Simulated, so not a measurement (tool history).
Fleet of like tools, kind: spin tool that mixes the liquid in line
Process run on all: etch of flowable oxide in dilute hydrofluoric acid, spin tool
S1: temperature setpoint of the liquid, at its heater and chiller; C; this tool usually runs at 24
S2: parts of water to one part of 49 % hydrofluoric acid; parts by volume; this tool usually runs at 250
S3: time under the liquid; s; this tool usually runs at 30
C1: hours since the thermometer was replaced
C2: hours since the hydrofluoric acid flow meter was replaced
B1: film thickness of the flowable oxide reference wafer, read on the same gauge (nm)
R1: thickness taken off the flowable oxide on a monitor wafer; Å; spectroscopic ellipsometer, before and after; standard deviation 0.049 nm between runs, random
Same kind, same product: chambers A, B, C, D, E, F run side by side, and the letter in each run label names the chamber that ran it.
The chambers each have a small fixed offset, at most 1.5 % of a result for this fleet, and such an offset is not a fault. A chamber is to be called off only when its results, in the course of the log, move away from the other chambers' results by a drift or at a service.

| run | hour | S1 | S2 | S3 | C1 | C2 | B1 | R1 |
|---|---|---|---|---|---|---|---|---|
| 1C | 10.9 | 24 | 250 | 30 | 2128.8 | 1096.0 | 150.03 | 56.212 |
|  | 14.6 | chamber F: thermometer replaced |
| 2A | 22.0 | 24 | 250 | 30 | 2061.5 | 1987.0 | 150.02 | 56.023 |
| 3E | 34.0 | 24 | 250 | 30 | 1150.6 | 405.0 | 149.97 | 55.816 |
| 4D | 48.7 | 24 | 250 | 30 | 801.9 | 94.2 | 150.02 | 56.324 |
| 5B | 60.2 | 24 | 250 | 30 | 220.6 | 1425.9 | 149.99 | 56.187 |
| 6F | 73.4 | 24 | 250 | 30 | 58.9 | 326.8 | 150.01 | 56.980 |
| 7F | 81.7 | 24 | 250 | 30 | 67.2 | 335.1 | 150.03 | 56.552 |
|  | 89.1 | chamber A: thermometer replaced |
| 8D | 96.4 | 24 | 250 | 30 | 849.6 | 141.9 | 149.95 | 56.265 |
| 9E | 111.5 | 24 | 250 | 30 | 1228.1 | 482.5 | 149.95 | 56.215 |
| 10C | 119.5 | 24 | 250 | 30 | 2237.4 | 1204.6 | 149.97 | 56.082 |
| 11A | 129.8 | 24 | 250 | 30 | 40.7 | 2094.8 | 149.98 | 55.435 |
| 12B | 143.6 | 24 | 250 | 30 | 304.0 | 1509.3 | 149.95 | 55.884 |
| 13F | 152.2 | 24 | 190 | 15 | 137.7 | 405.6 | 150.00 | 39.987 |
| 14D | 166.9 | 24 | 190 | 15 | 920.1 | 212.4 | 150.03 | 39.290 |
| 15B | 175.5 | 24 | 190 | 15 | 335.9 | 1541.2 | 150.03 | 39.598 |
|  | 183.8 | chamber C: thermometer replaced |
| 16C | 190.2 | 24 | 190 | 15 | 6.5 | 1275.3 | 150.00 | 39.512 |
| 17E | 198.1 | 24 | 190 | 15 | 1314.7 | 569.1 | 150.00 | 38.747 |
| 18A | 206.4 | 24 | 190 | 15 | 117.3 | 2171.4 | 149.95 | 39.115 |
| 19F | 216.9 | 24 | 250 | 40 | 202.4 | 470.3 | 149.97 | 73.952 |
| 20C | 226.7 | 24 | 250 | 40 | 43.0 | 1311.8 | 150.00 | 74.205 |
| 21A | 234.9 | 24 | 250 | 40 | 145.8 | 2199.9 | 150.00 | 75.186 |
| 22D | 249.7 | 24 | 250 | 40 | 1002.9 | 295.2 | 149.96 | 75.590 |
| 23B | 259.1 | 24 | 250 | 40 | 419.5 | 1624.8 | 150.01 | 76.861 |
| 24E | 271.2 | 24 | 250 | 40 | 1387.8 | 642.2 | 149.99 | 75.649 |
| 25A | 285.4 | 24 | 250 | 30 | 196.3 | 2250.4 | 150.05 | 55.875 |
| 26C | 297.4 | 24 | 250 | 30 | 113.7 | 1382.5 | 150.04 | 55.274 |
|  | 301.9 | chamber E: hydrofluoric acid flow meter replaced |
| 27F | 311.4 | 24 | 250 | 30 | 296.9 | 564.8 | 149.92 | 56.242 |
| 28E | 320.7 | 24 | 250 | 30 | 1437.3 | 18.9 | 149.99 | 56.320 |
|  | 328.8 | chamber D: hydrofluoric acid flow meter replaced |
| 29B | 336.3 | 24 | 250 | 30 | 496.7 | 1702.0 | 150.01 | 59.526 |
| 30D | 351.2 | 24 | 250 | 30 | 1104.4 | 22.4 | 150.02 | 55.142 |
| 31D | 363.1 | 24 | 250 | 30 | 1116.3 | 34.3 | 150.02 | 55.951 |
| 32F | 378.5 | 24 | 250 | 30 | 364.0 | 631.9 | 149.98 | 56.077 |
| 33C | 392.7 | 24 | 250 | 30 | 209.0 | 1477.8 | 150.00 | 57.029 |
| 34A | 401.7 | 24 | 250 | 30 | 312.6 | 2366.7 | 149.98 | 56.251 |
| 35E | 416.6 | 24 | 320 | 45 | 1533.2 | 114.8 | 150.05 | 61.695 |
| 36B | 431.5 | 24 | 320 | 45 | 591.9 | 1797.2 | 150.02 | 66.143 |

Next, every chamber runs the same settings. What will each give?
| 37A | 442.9 | 24 | 250 | 30 |  |  |  | ? |
| 37B | 442.9 | 24 | 250 | 30 |  |  |  | ? |
| 37C | 442.9 | 24 | 250 | 30 |  |  |  | ? |
| 37D | 442.9 | 24 | 250 | 30 |  |  |  | ? |
| 37E | 442.9 | 24 | 250 | 30 |  |  |  | ? |
| 37F | 442.9 | 24 | 250 | 30 |  |  |  | ? |

| run | R1 |
|---|---|
| 37A | 56.051 |
| 37B | 59.705 |
| 37C | 56.347 |
| 37D | 55.447 |
| 37E | 56.365 |
| 37F | 56.572 |

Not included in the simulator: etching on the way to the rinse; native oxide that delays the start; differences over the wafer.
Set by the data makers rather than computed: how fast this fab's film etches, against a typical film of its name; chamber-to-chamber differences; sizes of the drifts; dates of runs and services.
